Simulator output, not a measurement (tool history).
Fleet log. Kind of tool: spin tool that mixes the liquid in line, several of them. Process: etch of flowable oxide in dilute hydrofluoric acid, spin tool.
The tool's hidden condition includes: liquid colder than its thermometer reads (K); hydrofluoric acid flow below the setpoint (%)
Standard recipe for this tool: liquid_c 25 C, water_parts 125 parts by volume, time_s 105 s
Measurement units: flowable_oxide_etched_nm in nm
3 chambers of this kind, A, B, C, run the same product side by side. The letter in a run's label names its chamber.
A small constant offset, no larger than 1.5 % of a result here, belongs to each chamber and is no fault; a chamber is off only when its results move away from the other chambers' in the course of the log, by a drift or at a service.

| run | hour | liquid_c | water_parts | time_s | hours since the thermometer was replaced | hours since the hydrofluoric acid flow meter was replaced | read-back film thickness of the flowable oxide reference wafer, read on the same gauge (nm) | flowable_oxide_etched_nm |
|---|---|---|---|---|---|---|---|---|
| 1C | 4.5 | 25 | 125 | 105 | 1273.4 | 955.9 | 70.024 | 25.858 |
| 2B | 7.1 | 25 | 125 | 105 | 475.6 | 1875.4 | 70.006 | 27.033 |
| 3A | 11.7 | 25 | 125 | 105 | 1574.1 | 385.8 | 70.011 | 26.165 |
| 4C | 16 | 25 | 125 | 105 | 1284.9 | 967.4 | 70.033 | 26.038 |
| 5A | 20.2 | 25 | 125 | 105 | 1582.6 | 394.3 | 69.986 | 25.94 |
| 6B | 23.1 | 25 | 125 | 105 | 491.6 | 1891.4 | 70.036 | 26.664 |
| 7B | 28.4 | 25 | 125 | 105 | 496.9 | 1896.7 | 70.032 | 26.84 |
| 8C | 33.6 | 25 | 125 | 105 | 1302.5 | 985 | 69.996 | 26.131 |
| 9A | 38.7 | 25 | 145 | 50 | 1601.1 | 412.8 | 69.97 | 10.644 |
| 10B | 41.2 | 25 | 145 | 50 | 509.7 | 1909.5 | 69.999 | 10.578 |
| 11C | 44.3 | 25 | 145 | 50 | 1313.2 | 995.7 | 70.046 | 10.409 |
| 12A | 47.4 | 25 | 125 | 105 | 1609.8 | 421.5 | 70.017 | 26.432 |
| 13A | 52.7 | 25 | 125 | 105 | 1615.1 | 426.8 | 69.973 | 26.159 |
| 14C | 55 | 25 | 125 | 105 | 1323.9 | 1006.4 | 70.068 | 26.226 |
| 15B | 59.2 | 25 | 125 | 105 | 527.7 | 1927.5 | 69.999 | 26.721 |
| 16C | 63.3 | 25 | 125 | 105 | 1332.2 | 1014.7 | 70.003 | 26.2 |
| 17A | 67.2 | 25 | 125 | 105 | 1629.6 | 441.3 | 70.015 | 26.084 |
| 18B | 71.1 | 25 | 75 | 105 | 539.6 | 1939.4 | 69.992 | 47.864 |
| 19C | 75.2 | 25 | 75 | 105 | 1344.1 | 1026.6 | 69.947 | 46.565 |
| 20A | 79.5 | 25 | 75 | 105 | 1641.9 | 453.6 | 70.009 | 46.022 |
| 21B | 83 | 25 | 125 | 105 | 551.5 | 1951.3 | 70.003 | 26.64 |
| 22A | 87.6 | 25 | 125 | 105 | 1650 | 461.7 | 69.964 | 25.46 |
| 23B | 91.2 | 25 | 125 | 105 | 559.7 | 1959.5 | 70.025 | 26.273 |
| 24C | 95.6 | 25 | 125 | 75 | 1364.5 | 1047 | 69.945 | 18.481 |
| 25A | 100.1 | 25 | 125 | 75 | 1662.5 | 474.2 | 69.968 | 17.896 |
| 26C | 102.7 | 25 | 125 | 75 | 1371.6 | 1054.1 | 70.002 | 18.61 |
| 27B | 107 | 25 | 125 | 105 | 575.5 | 1975.3 | 70 | 26.478 |
| 28C | 110.9 | 25 | 125 | 105 | 1379.8 | 1062.3 | 70.066 | 25.812 |
| 29B | 114 | 25 | 125 | 105 | 582.5 | 1982.3 | 69.998 | 26.214 |
| 30A | 117.1 | 25 | 125 | 105 | 1679.5 | 491.2 | 70.022 | 24.873 |
| 31C | 121.9 | 25 | 125 | 105 | 1390.8 | 1073.3 | 70.039 | 26.056 |
| 32A | 125.8 | 25 | 125 | 105 | 1688.2 | 499.9 | 70.022 | 24.644 |
| 33B | 129.2 | 25 | 125 | 105 | 597.7 | 1997.5 | 70.036 | 26.512 |
| 34C | 132.3 | 25 | 125 | 105 | 1401.2 | 1083.7 | 69.997 | 25.973 |
|  | 134 | chamber C: thermometer replaced |
| 35A | 136.9 | 25 | 125 | 105 | 1699.3 | 511 | 69.994 | 24.266 |
| 36B | 140.1 | 25 | 125 | 105 | 608.6 | 2008.4 | 70.015 | 26.726 |
| 37C | 143.6 | 25 | 125 | 105 | 9.6 | 1095 | 70.01 | 26.42 |
| 38B | 148.3 | 29.5 | 70 | 105 | 616.8 | 2016.6 | 70.075 | 61.479 |
| 39A | 153 | 29.5 | 70 | 105 | 1715.4 | 527.1 | 70.056 | 54.857 |
| 40C | 156.2 | 29.5 | 70 | 105 | 22.2 | 1107.6 | 69.976 | 60.406 |
| 41A | 159 | 25 | 125 | 105 | 1721.4 | 533.1 | 70.011 | 23.543 |
| 42B | 164.2 | 25 | 105 | 130 | 632.7 | 2032.5 | 70.04 | 40.292 |

Next, all 3 chambers run the settings below, one line each with question marks for the results. What does each chamber give?
| 43A | 168 | 25 | 75 | 105 |  |  |  | ? |
| 43B | 168 | 25 | 75 | 105 |  |  |  | ? |
| 43C | 168 | 25 | 75 | 105 |  |  |  | ? |

| run | flowable_oxide_etched_nm |
|---|---|
| 43A | 41.506 |
| 43B | 47.076 |
| 43C | 45.823 |
